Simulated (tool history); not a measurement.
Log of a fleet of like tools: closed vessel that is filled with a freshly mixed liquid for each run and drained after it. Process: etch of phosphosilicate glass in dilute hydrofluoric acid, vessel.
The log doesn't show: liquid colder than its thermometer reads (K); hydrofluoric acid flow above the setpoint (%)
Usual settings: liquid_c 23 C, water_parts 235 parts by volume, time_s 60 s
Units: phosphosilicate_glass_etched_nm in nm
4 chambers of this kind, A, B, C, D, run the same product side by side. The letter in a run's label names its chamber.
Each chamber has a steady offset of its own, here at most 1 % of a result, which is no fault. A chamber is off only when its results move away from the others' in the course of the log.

| run | hour | liquid_c | water_parts | time_s | hours since the thermometer was replaced | hours since the hydrofluoric acid flow meter was replaced | read-back film thickness of the phosphosilicate glass reference wafer, read on the same gauge (nm) | phosphosilicate_glass_etched_nm |
|---|---|---|---|---|---|---|---|---|
| 1B | 10.1 | 23 | 235 | 60 | 935.1 | 795.9 | 40.036 | 12.756 |
| 2C | 20.5 | 23 | 235 | 60 | 1324.5 | 412 | 40.018 | 12.589 |
| 3A | 30 | 23 | 235 | 60 | 885.5 | 1518.6 | 39.99 | 12.907 |
| 4D | 35.6 | 23 | 235 | 60 | 2135.3 | 1100.8 | 39.97 | 12.788 |
| 5A | 42.5 | 20.5 | 335 | 60 | 898 | 1531.1 | 39.975 | 7.5086 |
| 6B | 47.1 | 20.5 | 335 | 60 | 972.1 | 832.9 | 39.959 | 7.4583 |
| 7D | 55.8 | 20.5 | 335 | 60 | 2155.5 | 1121 | 40.006 | 7.4944 |
| 8C | 64.3 | 20.5 | 335 | 60 | 1368.3 | 455.8 | 39.993 | 7.445 |
| 9D | 70.3 | 23 | 235 | 60 | 2170 | 1135.5 | 39.994 | 12.789 |
| 10A | 79.9 | 23 | 235 | 60 | 935.4 | 1568.5 | 40.018 | 12.762 |
| 11B | 87.7 | 23 | 235 | 60 | 1012.7 | 873.5 | 39.986 | 12.946 |
| 12C | 95.9 | 23 | 235 | 60 | 1399.9 | 487.4 | 40.021 | 12.739 |
| 13B | 101.1 | 23 | 235 | 60 | 1026.1 | 886.9 | 40.036 | 13.011 |
| 14A | 107 | 23 | 235 | 60 | 962.5 | 1595.6 | 39.995 | 12.765 |
| 15D | 113.8 | 23 | 235 | 40 | 2213.5 | 1179 | 40.012 | 8.5787 |
| 16C | 120.9 | 23 | 235 | 40 | 1424.9 | 512.4 | 39.967 | 8.4723 |
| 17C | 125.8 | 23 | 235 | 40 | 1429.8 | 517.3 | 40.005 | 8.4875 |
| 18D | 133 | 23 | 235 | 40 | 2232.7 | 1198.2 | 40.011 | 8.5076 |
| 19B | 142.7 | 23 | 235 | 60 | 1067.7 | 928.5 | 40.007 | 13.41 |
| 20A | 148.8 | 27.5 | 235 | 60 | 1004.3 | 1637.4 | 40.004 | 14.895 |
| 21A | 153.5 | 27.5 | 235 | 60 | 1009 | 1642.1 | 39.98 | 14.938 |
| 22B | 158.2 | 27.5 | 235 | 60 | 1083.2 | 944 | 39.992 | 15.956 |
| 23C | 166.1 | 27.5 | 235 | 60 | 1470.1 | 557.6 | 40.02 | 14.984 |
| 24D | 176.4 | 23 | 235 | 85 | 2276.1 | 1241.6 | 39.976 | 18.037 |
| 25A | 186.6 | 23 | 235 | 85 | 1042.1 | 1675.2 | 40.018 | 17.88 |
| 26C | 191.1 | 23 | 235 | 85 | 1495.1 | 582.6 | 40.014 | 18.223 |
| 27B | 198.1 | 23 | 235 | 85 | 1123.1 | 983.9 | 40.001 | 19.384 |
| 28D | 207.3 | 23 | 235 | 60 | 2307 | 1272.5 | 39.994 | 12.775 |
| 29A | 217.5 | 18.5 | 235 | 85 | 1073 | 1706.1 | 40.003 | 15.191 |

Next, every chamber runs the same settings. What will each give?
| 30A | 225 | 26 | 235 | 60 |  |  |  | ? |
| 30B | 225 | 26 | 235 | 60 |  |  |  | ? |
| 30C | 225 | 26 | 235 | 60 |  |  |  | ? |
| 30D | 225 | 26 | 235 | 60 |  |  |  | ? |

| run | phosphosilicate_glass_etched_nm |
|---|---|
| 30A | 14.196 |
| 30B | 15.531 |
| 30C | 14.109 |
| 30D | 14.126 |
